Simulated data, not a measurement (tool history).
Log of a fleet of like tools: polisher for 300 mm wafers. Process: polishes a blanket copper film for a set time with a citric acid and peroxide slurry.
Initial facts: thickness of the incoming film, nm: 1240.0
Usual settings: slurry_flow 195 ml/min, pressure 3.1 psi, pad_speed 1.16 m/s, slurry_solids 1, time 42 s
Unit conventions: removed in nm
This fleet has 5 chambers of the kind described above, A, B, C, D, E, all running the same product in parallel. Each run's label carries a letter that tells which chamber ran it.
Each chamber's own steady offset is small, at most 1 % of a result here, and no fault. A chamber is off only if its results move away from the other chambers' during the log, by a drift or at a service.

| run | hour | slurry_flow | pressure | pad_speed | slurry_solids | time | wafers polished on this pad | hours since the slurry nozzle was cleaned | hours since the head pressure was calibrated | hours since the slurry blender was calibrated | removed |
|---|---|---|---|---|---|---|---|---|---|---|---|
| 1B | 6.1 | 195 | 3.1 | 1.16 | 1 | 42 | 811 | 793.3 | 123.4 | 89.0 | 130.720 |
| 2D | 15.0 | 195 | 3.1 | 1.16 | 1 | 42 | 275 | 88.5 | 851.9 | 72.7 | 128.180 |
| 3E | 21.4 | 195 | 3.1 | 1.16 | 1 | 42 | 701 | 59.4 | 433.0 | 83.8 | 129.360 |
| 4C | 28.1 | 195 | 3.1 | 1.16 | 1 | 42 | 1210 | 479.8 | 163.2 | 58.8 | 134.750 |
| 5A | 35.9 | 195 | 3.1 | 1.16 | 1 | 42 | 1054 | 123.8 | 36.2 | 158.2 | 128.700 |
|  | 36.1 | chamber A: worn pad replaced by a new one |
|  | 40.0 | chamber E: worn pad replaced by a new one |
|  | 40.5 | chamber E: head pressure recalibrated |
| 6C | 44.3 | 195 | 3.1 | 1.16 | 1 | 42 | 1370 | 496.0 | 179.4 | 75.0 | 126.610 |
|  | 48.4 | chamber D: slurry blender recalibrated |
| 7E | 54.5 | 195 | 3.1 | 1.16 | 1 | 42 | 143 | 92.5 | 14.0 | 116.9 | 131.480 |
|  | 56.7 | chamber B: slurry blender recalibrated |
|  | 62.1 | chamber D: worn pad replaced by a new one |
|  | 63.7 | chamber C: worn pad replaced by a new one |
| 8A | 63.7 | 195 | 3.1 | 1.16 | 1 | 48 | 272 | 151.6 | 64.0 | 186.0 | 152.290 |
| 9D | 76.1 | 195 | 3.1 | 1.16 | 1 | 48 | 138 | 149.6 | 913.0 | 27.8 | 148.350 |
|  | 80.6 | chamber A: slurry blender recalibrated |
|  | 81.5 | chamber B: worn pad replaced by a new one |
| 10B | 82.3 | 195 | 3.1 | 1.16 | 1 | 48 | 8 | 869.5 | 199.6 | 25.7 | 147.850 |
| 11A | 89.3 | 195 | 3.1 | 1.16 | 1 | 48 | 524 | 177.2 | 89.6 | 8.8 | 149.930 |
| 12D | 100.6 | 195 | 3.1 | 1.16 | 1 | 48 | 379 | 174.1 | 937.5 | 52.3 | 149.360 |
| 13C | 107.6 | 195 | 3.1 | 1.16 | 1 | 42 | 432 | 559.3 | 242.7 | 138.3 | 130.180 |
|  | 110.6 | chamber C: slurry nozzle cleaned |
|  | 112.2 | chamber E: slurry blender recalibrated |
| 14E | 116.9 | 250 | 3.1 | 1.16 | 1 | 54 | 758 | 154.9 | 76.4 | 4.7 | 173.770 |
|  | 122.8 | chamber A: worn pad replaced by a new one |
| 15B | 125.8 | 250 | 3.1 | 1.16 | 1 | 54 | 436 | 913.0 | 243.1 | 69.2 | 174.570 |
|  | 129.7 | chamber E: worn pad replaced by a new one |
|  | 133.9 | chamber D: worn pad replaced by a new one |
|  | 135.4 | chamber C: slurry blender recalibrated |
| 16E | 136.1 | 250 | 3.1 | 1.16 | 1 | 54 | 63 | 174.1 | 95.6 | 23.9 | 177.830 |
| 17C | 147.6 | 250 | 3.1 | 1.16 | 1 | 54 | 826 | 37.1 | 282.7 | 12.3 | 167.700 |
| 18B | 158.1 | 250 | 3.1 | 1.16 | 1 | 54 | 754 | 945.3 | 275.4 | 101.5 | 177.380 |
|  | 161.4 | chamber D: slurry blender recalibrated |
| 19D | 167.9 | 195 | 3.1 | 1.16 | 1 | 42 | 335 | 241.4 | 1004.8 | 6.6 | 129.760 |
|  | 176.2 | chamber B: slurry nozzle cleaned |
| 20A | 180.2 | 195 | 3.1 | 1.16 | 1 | 42 | 566 | 268.1 | 180.5 | 99.7 | 132.140 |
|  | 185.5 | chamber B: slurry blender recalibrated |
| 21D | 191.7 | 195 | 3.1 | 1.16 | 1 | 42 | 569 | 265.2 | 1028.6 | 30.4 | 132.160 |
| 22A | 199.2 | 195 | 3.1 | 1.16 | 1 | 42 | 753 | 287.1 | 199.5 | 118.7 | 131.070 |
| 23E | 210.5 | 195 | 3.1 | 1.16 | 1 | 42 | 796 | 248.5 | 170.0 | 98.3 | 130.680 |
|  | 211.2 | chamber D: worn pad replaced by a new one |
|  | 213.0 | chamber C: worn pad replaced by a new one |
|  | 215.0 | chamber A: worn pad replaced by a new one |
| 24B | 219.4 | 195 | 3.1 | 1.16 | 1 | 42 | 1358 | 43.2 | 336.7 | 33.9 | 133.220 |
|  | 226.4 | chamber E: worn pad replaced by a new one |
| 25C | 227.9 | 195 | 3.1 | 1.16 | 1 | 42 | 147 | 117.4 | 363.0 | 92.6 | 133.360 |
|  | 233.1 | chamber D: slurry nozzle cleaned |
| 26E | 239.0 | 195 | 3.1 | 1.16 | 1 | 42 | 124 | 277.0 | 198.5 | 126.8 | 134.360 |
|  | 241.1 | chamber B: worn pad replaced by a new one |
| 27D | 249.3 | 195 | 3.1 | 1.16 | 1 | 42 | 375 | 16.3 | 1086.2 | 88.0 | 129.270 |
| 28C | 257.2 | 195 | 3.1 | 1.16 | 1 | 42 | 435 | 146.7 | 392.3 | 121.9 | 132.770 |
|  | 262.6 | chamber E: slurry blender recalibrated |
|  | 268.5 | chamber D: slurry blender recalibrated |
| 29A | 269.7 | 195 | 3.1 | 1.16 | 1 | 42 | 538 | 357.6 | 270.0 | 189.2 | 131.920 |
| 30B | 275.7 | 195 | 3.1 | 1.16 | 1 | 42 | 341 | 99.5 | 393.0 | 90.2 | 137.970 |
| 31D | 287.3 | 195 | 3.1 | 1.16 | 1 | 42 | 749 | 54.3 | 1124.2 | 18.9 | 131.670 |
|  | 289.2 | chamber D: worn pad replaced by a new one |
| 32C | 297.6 | 195 | 3.1 | 1.16 | 1 | 42 | 833 | 187.1 | 432.7 | 162.3 | 131.210 |
| 33E | 307.9 | 195 | 3.1 | 1.16 | 1 | 42 | 802 | 345.9 | 267.4 | 45.4 | 131.040 |
|  | 310.2 | chamber A: worn pad replaced by a new one |
|  | 313.0 | chamber B: slurry blender recalibrated |
|  | 318.0 | chamber C: slurry blender recalibrated |
| 34B | 319.4 | 195 | 3.1 | 1.16 | 1 | 42 | 771 | 143.2 | 436.7 | 6.4 | 138.440 |
|  | 323.5 | chamber E: worn pad replaced by a new one |
|  | 331.2 | chamber A: slurry blender recalibrated |
| 35A | 331.7 | 195 | 3.1 | 1.16 | 1 | 42 | 212 | 419.6 | 332.0 | 0.5 | 133.490 |
| 36C | 340.3 | 195 | 3.1 | 1.16 | 1 | 42 | 1254 | 229.8 | 475.4 | 22.4 | 131.280 |
| 37E | 349.2 | 195 | 3.1 | 1.16 | 1 | 42 | 253 | 387.2 | 308.7 | 86.7 | 130.560 |
| 38A | 360.1 | 195 | 3.1 | 1.16 | 1 | 42 | 492 | 448.0 | 360.4 | 28.9 | 131.380 |
|  | 364.9 | chamber D: slurry blender recalibrated |
| 39D | 365.9 | 195 | 3.1 | 1.16 | 1 | 42 | 755 | 132.9 | 1202.8 | 1.0 | 133.560 |

Next, every chamber runs the same settings. What will each give?
| 40A | 375.3 | 195 | 3.1 | 0.90 | 1 | 42 |  |  |  |  | ? |
| 40B | 375.3 | 195 | 3.1 | 0.90 | 1 | 42 |  |  |  |  | ? |
| 40C | 375.3 | 195 | 3.1 | 0.90 | 1 | 42 |  |  |  |  | ? |
| 40D | 375.3 | 195 | 3.1 | 0.90 | 1 | 42 |  |  |  |  | ? |
| 40E | 375.3 | 195 | 3.1 | 0.90 | 1 | 42 |  |  |  |  | ? |

| run | removed |
|---|---|
| 40A | 99.963 |
| 40B | 111.230 |
| 40C | 102.800 |
| 40D | 101.300 |
| 40E | 103.830 |
